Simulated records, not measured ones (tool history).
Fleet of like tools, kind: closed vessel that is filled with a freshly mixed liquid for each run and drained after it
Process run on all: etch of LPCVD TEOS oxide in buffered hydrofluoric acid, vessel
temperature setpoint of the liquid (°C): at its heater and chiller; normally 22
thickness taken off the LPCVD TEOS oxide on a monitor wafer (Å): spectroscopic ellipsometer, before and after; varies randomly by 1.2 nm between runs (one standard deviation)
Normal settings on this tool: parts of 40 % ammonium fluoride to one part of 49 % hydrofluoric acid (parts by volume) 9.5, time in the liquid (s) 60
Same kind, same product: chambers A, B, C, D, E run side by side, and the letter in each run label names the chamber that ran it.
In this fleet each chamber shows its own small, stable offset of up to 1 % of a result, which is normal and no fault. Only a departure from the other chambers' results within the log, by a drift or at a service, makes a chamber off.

run	hour	temperature setpoint of the liquid (°C)	parts of 40 % ammonium fluoride to one part of 49 % hydrofluoric acid (parts by volume)	time in the liquid (s)	hours since the thermometer was replaced	hours since the hydrofluoric acid flow meter was replaced	read-back film thickness of the LPCVD TEOS oxide reference wafer, read on the same gauge (nm)	thickness taken off the LPCVD TEOS oxide on a monitor wafer (Å)
1B	4.1	22	9.5	60	509.6	340.4	90.011	1323.4
2A	7.1	22	9.5	60	1009.5	721	90.006	1307.2
3D	11.1	22	9.5	60	725.3	1275.2	89.995	1324.8
4C	14.8	22	9.5	60	1320.1	1650.9	89.985	1328.6
5E	18.8	26	9.5	30	314.6	1769.6	90.008	825.64
# hour 20.3: chamber A: hydrofluoric acid flow meter replaced
6A	23.9	26	9.5	30	1026.3	3.7	89.998	832.69
7C	28.7	26	9.5	30	1334	1664.8	89.972	843.5
8D	31.3	26	9.5	30	745.5	1295.4	90.016	828.85
9B	36.8	26	9.5	30	542.3	373.1	89.993	817.77
10E	42	17	9.5	60	337.8	1792.8	89.997	1009.6
11C	46.9	17	9.5	60	1352.2	1683	89.971	1043.3
12A	49.3	17	9.5	60	1051.7	29.1	90.033	1017.6
13B	54.5	17	9.5	60	560	390.8	89.947	990.04
14E	57.3	17	9.5	60	353.1	1808.1	90.001	1005.9
15D	60	22	9.5	60	774.2	1324.1	90.016	1327.2
16D	63.2	22	9.5	60	777.4	1327.3	89.998	1335
17B	66.3	20.5	9.5	90	571.8	402.6	90.003	1866.1
18E	69	20.5	9.5	90	364.8	1819.8	89.974	1856.8
19A	73.5	20.5	9.5	90	1075.9	53.3	90.004	1852.5
20C	78.7	20.5	9.5	90	1384	1714.8	90.012	1979.2
21A	84	20.5	9.5	90	1086.4	63.8	90.003	1853.7
22E	89.1	22	9.5	60	384.9	1839.9	90.007	1333.6
23C	92.1	25.5	11	60	1397.4	1728.2	90.02	1517.1
24B	95.4	25.5	11	60	600.9	431.7	90.003	1405
25D	100.8	25.5	11	60	815	1364.9	89.98	1435.1
26A	104.9	25.5	11	60	1107.3	84.7	90.024	1412.7
27D	107.7	25.5	11	60	821.9	1371.8	90.008	1418.3
28B	113.1	22	9.5	60	618.6	449.4	89.974	1331.7
29E	116.9	22	9.5	60	412.7	1867.7	89.981	1336.2
30C	122.4	22	9.5	60	1427.7	1758.5	90.009	1440.5
31A	126.2	17.5	9.5	30	1128.6	106	90.007	525.53
32B	131.5	17.5	9.5	30	637	467.8	89.978	517.1

Is one chamber out of step, is the gauge drifting, or do the chambers differ by no more than their own small offsets? For an off chamber, give its letter and the likeliest cause.

It is chamber C that slowly wanders off from its peers.
Most likely cause: liquid hotter than its thermometer reads (K) = 2.06.
Not necessarily distinguishable in this log from: hydrofluoric acid flow above the setpoint (%).

Below are 4 candidate recipes for chamber C's next run, each the usual settings with a change, their results shown as question marks. Which of them brings C's results back in line with what the other chambers give on the usual settings?
In-line tolerance around the mean of the other chambers on the usual settings: thickness taken off the LPCVD TEOS oxide on a monitor wafer (Å) 41
33C-1	135.4	21.5	9.5	55				?
33C-2	135.4	22	11.5	60				?
33C-3	135.4	22	9	65				?
33C-4	135.4	22	8	60				?

What the other chambers average on the usual settings: thickness taken off the LPCVD TEOS oxide on a monitor wafer (Å) 1331.3
run	thickness taken off the LPCVD TEOS oxide on a monitor wafer (Å)
33C-1	1321.9
33C-2	1253.2
33C-3	1661
33C-4	1732.6
It is 33C-1 that realigns the chamber with its peers.
